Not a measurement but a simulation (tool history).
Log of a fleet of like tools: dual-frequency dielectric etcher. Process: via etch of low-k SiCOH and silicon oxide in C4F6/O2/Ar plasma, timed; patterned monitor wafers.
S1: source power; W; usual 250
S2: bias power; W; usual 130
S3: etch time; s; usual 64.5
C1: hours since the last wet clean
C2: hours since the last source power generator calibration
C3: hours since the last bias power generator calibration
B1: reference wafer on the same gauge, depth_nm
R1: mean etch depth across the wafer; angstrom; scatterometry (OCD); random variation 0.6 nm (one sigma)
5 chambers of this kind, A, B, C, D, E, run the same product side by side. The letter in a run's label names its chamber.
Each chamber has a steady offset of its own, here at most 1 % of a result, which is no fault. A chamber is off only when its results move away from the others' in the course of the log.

run,hour,S1,S2,S3,C1,C2,C3,B1,R1
1D,8.0,250,130,64.5,8.8,294.0,1751.3,158.07,1361.5
2B,12.6,250,130,64.5,36.7,227.9,2193.9,157.79,1355.7
3E,20.1,250,130,64.5,697.1,1721.3,2563.5,157.96,1355.7
4A,29.1,250,130,64.5,64.3,3103.6,2601.4,157.86,1351.3
5C,37.0,250,130,64.5,330.9,2253.4,2346.5,157.93,1363.5
6D,47.3,250,130,64.5,48.1,333.3,1790.6,158.00,1359.4
7C,53.7,250,130,64.5,347.6,2270.1,2363.2,157.88,1357.1
8E,58.5,250,130,64.5,735.5,1759.7,2601.9,158.06,1341.5
9B,65.0,250,130,64.5,89.1,280.3,2246.3,157.86,1359.6
# hour 65.7: chamber E: wet clean of the chamber
10A,71.9,250,130,64.5,107.1,3146.4,2644.2,158.09,1338.9
11B,80.4,250,130,64.5,104.5,295.7,2261.7,157.93,1361.5
12A,86.9,300,130,64.5,122.1,3161.4,2659.2,157.93,1453.2
# hour 87.8: chamber E: source power generator calibrated
13D,94.0,300,130,64.5,94.8,380.0,1837.3,157.99,1467.6
14E,102.2,300,130,64.5,36.6,14.5,2645.6,158.04,1460.0
15C,111.4,300,130,64.5,405.3,2327.8,2420.9,157.97,1450.8
16E,117.0,300,130,64.5,51.4,29.3,2660.4,158.15,1458.2
17A,124.7,250,130,64.5,159.9,3199.2,2697.0,157.97,1354.0
# hour 126.6: chamber C: wet clean of the chamber
18C,131.8,250,130,64.5,5.3,2348.2,2441.3,157.99,1387.8
19D,137.3,250,130,64.5,138.1,423.3,1880.6,157.92,1368.7
20B,145.7,250,130,64.5,169.8,361.0,2327.0,157.90,1357.9
21D,154.2,250,120,64.5,155.0,440.2,1897.5,158.05,1329.8
22E,159.6,250,120,64.5,94.0,71.9,2703.0,157.96,1318.7
23C,168.7,250,120,64.5,42.2,2385.1,2478.2,158.01,1350.9
24B,175.4,250,120,64.5,199.5,390.7,2356.7,157.83,1320.4
25A,180.4,250,120,64.5,215.6,3254.9,2752.7,157.97,1315.5
26C,187.2,280,130,82.0,60.7,2403.6,2496.7,158.11,1844.7
# hour 189.2: chamber D: bias power generator calibrated
27A,197.3,280,130,82.0,232.5,3271.8,2769.6,157.93,1802.3
28E,206.8,280,130,82.0,141.2,119.1,2750.2,158.19,1801.1
29B,211.6,280,130,82.0,235.7,426.9,2392.9,157.90,1794.8
30D,218.6,280,130,82.0,219.4,504.6,29.4,158.05,1816.2
31B,226.9,250,130,64.5,251.0,442.2,2408.2,158.05,1349.1
32D,234.3,250,130,64.5,235.1,520.3,45.1,157.94,1377.7
33E,242.5,250,130,64.5,176.9,154.8,2785.9,157.94,1358.2
34A,251.8,250,130,64.5,287.0,3326.3,2824.1,158.06,1345.3
35C,260.2,250,130,64.5,133.7,2476.6,2569.7,157.97,1407.1
36A,270.4,250,130,64.5,305.6,3344.9,2842.7,158.03,1345.8

Next, every chamber runs the same settings. What will each give?
37A,278.0,250,149,64.5,,,,,?
37B,278.0,250,149,64.5,,,,,?
37C,278.0,250,149,64.5,,,,,?
37D,278.0,250,149,64.5,,,,,?
37E,278.0,250,149,64.5,,,,,?

run,R1
37A,1407.7
37B,1414.8
37C,1445.5
37D,1431.6
37E,1405.8
